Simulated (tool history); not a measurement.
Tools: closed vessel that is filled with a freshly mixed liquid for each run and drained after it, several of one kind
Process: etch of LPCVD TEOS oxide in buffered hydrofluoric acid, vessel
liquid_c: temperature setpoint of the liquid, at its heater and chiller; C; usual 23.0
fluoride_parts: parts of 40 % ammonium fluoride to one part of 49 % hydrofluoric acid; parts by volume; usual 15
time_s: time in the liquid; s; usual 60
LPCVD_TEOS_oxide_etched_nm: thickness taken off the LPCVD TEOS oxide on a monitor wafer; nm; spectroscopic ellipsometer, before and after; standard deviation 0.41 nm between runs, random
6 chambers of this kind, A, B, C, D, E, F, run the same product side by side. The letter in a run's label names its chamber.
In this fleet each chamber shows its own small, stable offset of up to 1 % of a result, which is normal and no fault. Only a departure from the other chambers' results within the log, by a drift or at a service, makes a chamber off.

run,hour,liquid_c,fluoride_parts,time_s,"read-back film thickness of the LPCVD TEOS oxide reference wafer, read on the same gauge (nm)",LPCVD_TEOS_oxide_etched_nm
1E,2.5,23.0,15,60,40.003,107.720
2A,5.6,23.0,15,60,40.015,110.270
3B,8.3,23.0,15,60,39.964,109.970
4C,11.9,23.0,15,60,39.973,108.440
5F,16.9,23.0,15,60,40.000,108.920
6D,21.8,23.0,15,60,39.960,109.140
7C,26.1,23.0,15,60,39.976,108.480
8F,30.9,23.0,15,60,40.003,108.500
9D,33.9,23.0,15,60,39.985,109.090
10E,38.9,23.0,15,60,39.993,107.480
11B,42.0,23.0,15,60,40.000,109.890
12A,45.0,23.0,15,60,39.982,109.510
13D,50.1,19.5,10,60,40.005,133.510
14A,55.2,19.5,10,60,40.030,134.520
15C,58.9,19.5,10,60,39.997,132.010
16F,61.6,19.5,10,60,39.995,133.350
17E,64.1,19.5,10,60,39.988,132.280
18B,67.5,19.5,10,60,40.001,134.650
19D,70.7,23.0,15,60,40.011,109.790
20A,75.4,23.0,15,60,40.002,109.830
21C,78.7,23.0,15,60,39.990,109.760
22F,82.2,20.0,15,60,40.008,92.419
23E,84.8,20.0,15,60,40.028,92.072
24B,88.0,20.0,15,60,39.990,92.813
25B,93.0,20.0,15,60,40.003,93.493
26E,95.4,20.0,15,60,40.018,91.532
27A,99.9,20.0,15,60,39.981,93.082
28F,102.2,23.0,15,60,39.975,108.910
29D,106.3,23.0,15,60,40.031,109.820
30C,110.7,23.0,15,60,40.030,108.820
31F,114.6,23.0,15,60,40.012,109.600
32B,119.7,23.0,15,60,39.976,109.440
# hour 121.4: chamber C: hydrofluoric acid flow meter replaced
33C,122.7,23.0,15,60,40.020,109.130
34D,127.9,23.0,15,60,39.991,109.630
# hour 129.8: chamber A: thermometer replaced
35E,132.3,23.0,15,60,40.025,108.520
36A,137.1,23.0,15,60,39.973,109.190
37F,139.4,23.0,15,60,40.011,109.550

Which is it: a chamber that has drifted or been left off by a service, a gauge drift common to all chambers, or only each chamber's usual small offset? If a chamber is off, name it and its likeliest cause.

Neither any chamber nor the gauge drifts; the chambers differ only by their own small, steady offsets.
